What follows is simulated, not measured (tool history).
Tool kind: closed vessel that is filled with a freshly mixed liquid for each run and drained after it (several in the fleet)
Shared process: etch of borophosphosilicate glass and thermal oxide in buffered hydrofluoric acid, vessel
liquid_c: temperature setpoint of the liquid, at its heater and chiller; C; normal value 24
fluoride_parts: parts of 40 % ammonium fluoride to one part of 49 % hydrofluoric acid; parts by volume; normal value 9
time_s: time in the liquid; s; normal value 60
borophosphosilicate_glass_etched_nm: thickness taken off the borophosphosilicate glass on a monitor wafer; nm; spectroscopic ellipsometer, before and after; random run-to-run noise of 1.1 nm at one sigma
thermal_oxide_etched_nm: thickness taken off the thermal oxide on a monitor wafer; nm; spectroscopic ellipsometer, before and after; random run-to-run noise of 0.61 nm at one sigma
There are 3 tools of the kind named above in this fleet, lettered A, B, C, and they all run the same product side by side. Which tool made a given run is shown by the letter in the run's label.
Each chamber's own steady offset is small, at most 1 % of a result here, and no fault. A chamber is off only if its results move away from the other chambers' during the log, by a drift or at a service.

run   hour  liquid_c  fluoride_parts  time_s  read-back film thickness of the borophosphosilicate glass reference wafer, read on the same gauge (nm)  read-back film thickness of the thermal oxide reference wafer, read on the same gauge (nm)  borophosphosilicate_glass_etched_nm  thermal_oxide_etched_nm
 1B   12.1        24               9      60                                                                                                  139.98                                                                                      50.021                               144.36                   72.002
 2A   20.4        24               9      60                                                                                                     140                                                                                      50.007                               148.69                   73.406
 3C   33.5        24               9      60                                                                                                  139.99                                                                                      49.999                               147.19                   72.065
 4C   41.4        24               9      60                                                                                                  140.01                                                                                      49.997                               145.86                   70.715
 5B   53.2        24               9      60                                                                                                  140.02                                                                                      49.999                               146.03                   71.165
      62.8  -- chamber C: thermometer replaced
 6A   68.4        24               9      35                                                                                                  140.04                                                                                      49.979                               85.387                   41.673
 7A   81.7        24               9      35                                                                                                  139.99                                                                                      49.985                               85.319                   41.998
 8C   90.3        24               9      35                                                                                                  139.99                                                                                      50.024                               85.211                   41.558
 9B  103.4        24               9      60                                                                                                     140                                                                                      50.001                               144.03                   69.471
     113.4  -- chamber C: hydrofluoric acid flow meter replaced
10B  117.6        24               9      60                                                                                                  140.01                                                                                          50                               143.09                   70.786
11C  131.6        24               9      60                                                                                                     140                                                                                      50.026                               147.98                   72.499
12A  145.5        24               9      60                                                                                                  140.03                                                                                      50.008                               147.55                   71.925
13B  159.8        24               9      60                                                                                                     140                                                                                      50.015                               141.45                   70.354
14C  171.4        24               9      60                                                                                                  139.99                                                                                      50.005                               144.94                   72.148
     180.5  -- chamber B: thermometer replaced
15A  186.6        24               9      60                                                                                                  140.03                                                                                      50.006                               147.58                   72.022
16B  197.8        24               9      60                                                                                                  140.01                                                                                      50.003                               140.68                   68.454
17A  207.5        28               9      60                                                                                                  139.97                                                                                      50.004                               181.21                   90.236
18C  220.6        28               9      60                                                                                                  140.03                                                                                      50.009                               184.38                   90.657
19B  234.9        28               9      60                                                                                                  140.01                                                                                      50.001                               171.01                   86.148
20A    244        24               9      60                                                                                                     140                                                                                      50.001                               146.06                   71.851
21C  254.6        24               9      60                                                                                                  139.98                                                                                      49.993                               147.52                   72.094
22C    267      25.5               9      60                                                                                                  140.02                                                                                          50                               159.49                   77.316
23A  277.9      25.5               9      60                                                                                                  140.02                                                                                      49.996                               157.33                   77.734
24B  288.7      25.5               9      60                                                                                                     140                                                                                       50.01                               150.24                   74.463
25C  302.8        24            12.5      30                                                                                                  139.99                                                                                      50.015                               54.739                    27.02
     312.3  -- chamber A: thermometer replaced
26A  314.2        24            12.5      30                                                                                                     140                                                                                      49.989                               55.464                   26.856
27B  322.5        24            12.5      30                                                                                                     140                                                                                      50.019                               50.413                   25.171
28B  336.5        24               9      60                                                                                                  140.01                                                                                      49.993                               139.12                   67.285
29A  351.9        24               9      60                                                                                                  139.99                                                                                      50.009                               147.45                   71.608
30C  362.8        20               9      60                                                                                                  139.99                                                                                      49.994                               117.26                   57.352

Does one chamber stand apart from the rest, does the shared gauge drift, or is all well apart from small per-chamber offsets? Give the chamber and the most likely cause, where there is one.

One chamber, B, drifts off from the rest bit by bit.
Most likely cause: hydrofluoric acid flow below the setpoint (%) = 9.6.

Below are 4 candidate recipes for chamber B's next run, each the usual settings with a change, their results shown as question marks. Which of them brings B's results back in line with what the other chambers give on the usual settings?
Maximum distance from the other chambers' mean on the usual settings for a result to count as in line: borophosphosilicate_glass_etched_nm 3.7 nm; thermal_oxide_etched_nm 2.1 nm
31B-1   374      25.5              10      60                                                                                                                                                                                                                                        ?                        ?
31B-2   374      18.5             5.5      55                                                                                                                                                                                                                                        ?                        ?
31B-3   374        31              14      60                                                                                                                                                                                                                                        ?                        ?
31B-4   374      21.5             7.5      60                                                                                                                                                                                                                                        ?                        ?

Other chambers, usual settings, mean: borophosphosilicate_glass_etched_nm 146.47 nm; thermal_oxide_etched_nm 71.573 nm
  run  borophosphosilicate_glass_etched_nm  thermal_oxide_etched_nm
31B-1                               133.15                   66.425
31B-2                               147.57                   72.681
31B-3                               127.27                   63.765
31B-4                                138.9                   68.944
With 31B-2, the chamber falls back in line with the rest.

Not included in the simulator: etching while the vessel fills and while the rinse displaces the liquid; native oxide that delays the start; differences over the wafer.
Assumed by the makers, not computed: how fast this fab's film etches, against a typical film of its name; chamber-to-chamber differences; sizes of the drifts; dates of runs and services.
